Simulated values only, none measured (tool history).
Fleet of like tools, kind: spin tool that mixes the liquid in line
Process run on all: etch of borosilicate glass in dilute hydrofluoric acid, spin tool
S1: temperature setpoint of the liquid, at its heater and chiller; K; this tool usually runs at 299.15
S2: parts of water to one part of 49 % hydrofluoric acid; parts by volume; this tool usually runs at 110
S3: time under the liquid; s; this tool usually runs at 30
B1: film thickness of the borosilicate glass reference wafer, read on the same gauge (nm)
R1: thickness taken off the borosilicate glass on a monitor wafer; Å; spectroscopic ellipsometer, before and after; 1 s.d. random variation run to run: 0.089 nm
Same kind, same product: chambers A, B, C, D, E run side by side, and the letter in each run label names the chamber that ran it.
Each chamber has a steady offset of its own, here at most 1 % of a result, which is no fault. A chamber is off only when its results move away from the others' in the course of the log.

run,day,S1,S2,S3,B1,R1
1E,0.279,299.15,110,30,70.066,117.70
2D,0.458,299.15,110,30,69.963,119.34
3B,0.758,299.15,110,30,70.067,121.08
4C,0.975,299.15,110,30,69.960,119.25
5A,1.254,299.15,110,30,70.002,119.88
6A,1.462,299.15,110,30,69.970,119.80
7D,1.704,299.15,110,30,69.981,118.89
# day 2.096: chamber A: thermometer replaced
8E,2.096,299.15,80,35,69.999,197.93
9C,2.421,299.15,80,35,70.002,197.84
10B,2.804,299.15,80,35,70.016,198.91
11B,3.192,299.15,80,35,69.982,198.27
12E,3.608,299.15,80,35,70.032,198.94
# day 3.950: chamber E: thermometer replaced
13A,4.008,299.15,110,30,69.989,117.45
14C,4.238,299.15,110,30,69.980,118.93
15D,4.592,299.15,110,30,70.003,117.25
16B,4.962,299.15,110,30,69.982,115.82
17E,5.242,299.15,110,30,69.985,117.24
18C,5.583,299.15,110,30,70.039,119.33
19D,5.912,299.15,110,30,70.006,119.34
20A,6.267,299.15,110,30,69.995,119.13
21D,6.542,299.15,110,30,70.022,119.32
22A,6.821,299.15,110,30,69.998,119.84
23B,7.142,299.15,110,30,69.967,113.94
24C,7.467,299.15,110,30,69.995,118.63
25E,7.646,299.15,110,30,70.007,118.10
26C,7.946,299.15,110,30,70.007,118.34
27E,8.288,294.15,110,40,69.992,128.38
28A,8.692,294.15,110,40,70.012,130.50
29D,8.988,294.15,110,40,70.028,129.41
# day 9.192: chamber C: thermometer replaced
30B,9.375,294.15,110,40,70.023,124.79
31C,9.733,294.15,110,40,70.026,127.67

Read the log: is a single chamber off, either drifting away or since a service, is the gauge that measures every chamber drifting, or is nothing wrong beyond small per-chamber offsets? Name any odd chamber and what most likely caused it.

Little by little, chamber B moves away from the other chambers.
Likeliest cause: liquid colder than its thermometer reads (K) = 1.54.
The log may not tell that from: hydrofluoric acid flow below the setpoint (%).

Chamber B could run next with any of the 4 candidate recipes listed below; each alters the usual settings, and their results appear as question marks. Which one brings its results back in line with what the other chambers deliver on the usual settings?
A result is in line if it is within this distance of the other chambers' mean on the usual settings: R1 3.10 Å
32B-1,10.029,298.15,110,30,,?
32B-2,10.029,299.15,105,30,,?
32B-3,10.029,296.65,110,30,,?
32B-4,10.029,301.65,110,30,,?

Other chambers, usual settings, mean: R1 118.44 Å
run,R1
32B-1,108.81
32B-2,119.39
32B-3,102.42
32B-4,124.97
With 32B-2, the chamber falls back in line with the rest.
